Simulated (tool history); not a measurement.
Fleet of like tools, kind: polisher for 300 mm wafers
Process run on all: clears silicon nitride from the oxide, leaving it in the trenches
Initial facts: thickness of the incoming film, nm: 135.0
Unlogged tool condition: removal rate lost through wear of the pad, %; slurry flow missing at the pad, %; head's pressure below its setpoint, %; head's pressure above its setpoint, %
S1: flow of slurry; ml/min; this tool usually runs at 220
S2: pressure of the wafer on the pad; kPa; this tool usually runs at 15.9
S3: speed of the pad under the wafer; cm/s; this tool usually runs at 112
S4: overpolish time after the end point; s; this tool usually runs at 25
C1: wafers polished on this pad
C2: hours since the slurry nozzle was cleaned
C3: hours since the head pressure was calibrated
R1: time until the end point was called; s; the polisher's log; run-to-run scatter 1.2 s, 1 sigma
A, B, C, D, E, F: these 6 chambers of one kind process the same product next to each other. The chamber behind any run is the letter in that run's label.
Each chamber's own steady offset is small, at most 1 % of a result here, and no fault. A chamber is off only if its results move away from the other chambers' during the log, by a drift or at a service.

run	hour	S1	S2	S3	S4	C1	C2	C3	R1
1E	11.8	220	15.9	112	25	145	274.2	364.4	134.47
# hour 13.8: chamber F: slurry nozzle cleaned
# hour 20.6: chamber B: slurry nozzle cleaned
# hour 21.6: chamber E: slurry nozzle cleaned
2D	21.7	220	15.9	112	25	907	377.2	287.6	137.53
3B	33.6	220	15.9	112	25	381	13.0	352.0	137.17
4A	48.5	220	15.9	112	25	792	226.8	175.3	138.74
5C	61.9	220	15.9	112	36	641	260.6	1429.4	138.44
# hour 66.9: chamber D: head pressure recalibrated
# hour 70.1: chamber D: worn pad replaced by a new one
6F	71.4	220	15.9	112	36	827	57.7	863.6	135.02
# hour 80.4: chamber C: head pressure recalibrated
7C	84.5	220	15.9	112	36	825	283.2	4.1	136.66
# hour 88.6: chamber F: worn pad replaced by a new one
8B	98.4	220	15.9	112	36	910	77.8	416.8	139.91
# hour 99.6: chamber A: worn pad replaced by a new one
9D	111.3	220	15.9	112	36	336	466.8	44.4	138.82
10F	119.5	220	15.9	112	36	252	105.8	911.7	136.95
# hour 125.7: chamber C: worn pad replaced by a new one
11E	127.8	220	15.9	112	25	1092	106.3	480.4	134.72
# hour 129.8: chamber B: worn pad replaced by a new one
12A	141.5	220	15.9	112	25	342	319.8	268.3	136.60
13F	152.8	220	15.9	112	25	524	139.1	945.0	134.88
# hour 159.9: chamber E: worn pad replaced by a new one
14D	163.7	220	15.9	112	25	764	519.2	96.8	138.49
# hour 177.5: chamber D: slurry nozzle cleaned
15A	178.3	220	15.9	112	25	643	356.6	305.1	136.89
16B	189.2	220	15.9	112	25	485	168.6	507.6	135.52
17C	203.5	220	15.9	112	25	635	402.2	123.1	138.95
# hour 214.0: chamber F: worn pad replaced by a new one
# hour 215.8: chamber D: worn pad replaced by a new one
18E	216.9	220	15.9	112	25	466	195.4	569.5	132.44
# hour 222.4: chamber A: worn pad replaced by a new one
19C	228.4	220	15.9	112	25	838	427.1	148.0	137.27
20D	239.5	220	15.9	112	25	194	62.0	172.6	137.41
21E	247.3	220	15.9	112	18	714	225.8	599.9	130.38
# hour 248.5: chamber C: slurry nozzle cleaned
22A	254.0	220	15.9	112	18	258	432.3	380.8	134.60
23B	263.3	220	15.9	112	18	1090	242.7	581.7	136.88
# hour 270.7: chamber B: worn pad replaced by a new one
# hour 271.3: chamber C: worn pad replaced by a new one
24F	272.2	220	15.9	112	18	475	258.5	1064.4	139.04
25F	285.5	220	15.9	112	18	584	271.8	1077.7	136.59
26B	296.1	220	15.9	112	18	207	275.5	614.5	138.60
# hour 298.5: chamber E: worn pad replaced by a new one
# hour 303.3: chamber E: slurry nozzle cleaned
# hour 306.4: chamber A: slurry nozzle cleaned
27A	309.3	220	15.9	112	25	710	2.9	436.1	136.59
28E	323.8	220	15.9	112	25	206	20.6	676.4	127.23
29C	334.3	220	15.9	112	25	514	85.9	253.9	137.50
# hour 345.3: chamber F: worn pad replaced by a new one
# hour 345.5: chamber A: worn pad replaced by a new one
30D	347.2	220	15.9	112	25	1073	169.7	280.3	134.19
# hour 347.9: chamber D: worn pad replaced by a new one
# hour 349.0: chamber B: slurry nozzle cleaned
31B	355.9	220	15.9	112	25	696	7.0	674.3	135.98
32C	365.3	220	15.9	112	25	767	116.9	284.9	138.64
33E	378.4	220	15.9	112	25	652	75.2	731.0	129.33
34D	388.2	220	15.9	112	25	329	210.7	321.3	135.91
35A	399.5	220	15.9	112	25	441	93.1	526.3	137.35
36F	406.2	220	15.9	112	25	497	392.5	1198.4	135.62
# hour 408.3: chamber D: head pressure recalibrated
37D	417.5	220	15.9	112	25	568	240.0	9.2	136.93
# hour 425.8: chamber C: worn pad replaced by a new one
38C	426.3	220	15.9	112	25	4	177.9	345.9	137.34
39E	433.3	220	15.9	112	25	1100	130.1	785.9	126.41
40F	446.0	220	15.9	112	25	822	432.3	1238.2	137.88
41A	454.7	220	15.9	112	25	891	148.3	581.5	137.08

What goes on in this fleet: one chamber off, a drifting gauge, or nothing beyond the chambers' own small offsets? Name the chamber and the cause, if any.

Chamber E drifts away from the others.
Cause: head's pressure above its setpoint, % = 8.65.

Which of the 4 candidates below, each the usual settings with something changed and its results left as question marks, puts chamber E back in line with what the other chambers give on the usual settings?
In line means no further than this from the other chambers' mean on the usual settings: R1 4.30 s
42E-1	465.5	220	15.9	120	25				?
42E-2	465.5	220	15.9	110	25				?
42E-3	465.5	220	15.9	114	25				?
42E-4	465.5	220	15.2	108	25				?

On the usual settings, the other chambers give on average: R1 137.27 s
run	R1
42E-1	117.77
42E-2	128.64
42E-3	124.06
42E-4	137.10
42E-4 brings the chamber back in line.

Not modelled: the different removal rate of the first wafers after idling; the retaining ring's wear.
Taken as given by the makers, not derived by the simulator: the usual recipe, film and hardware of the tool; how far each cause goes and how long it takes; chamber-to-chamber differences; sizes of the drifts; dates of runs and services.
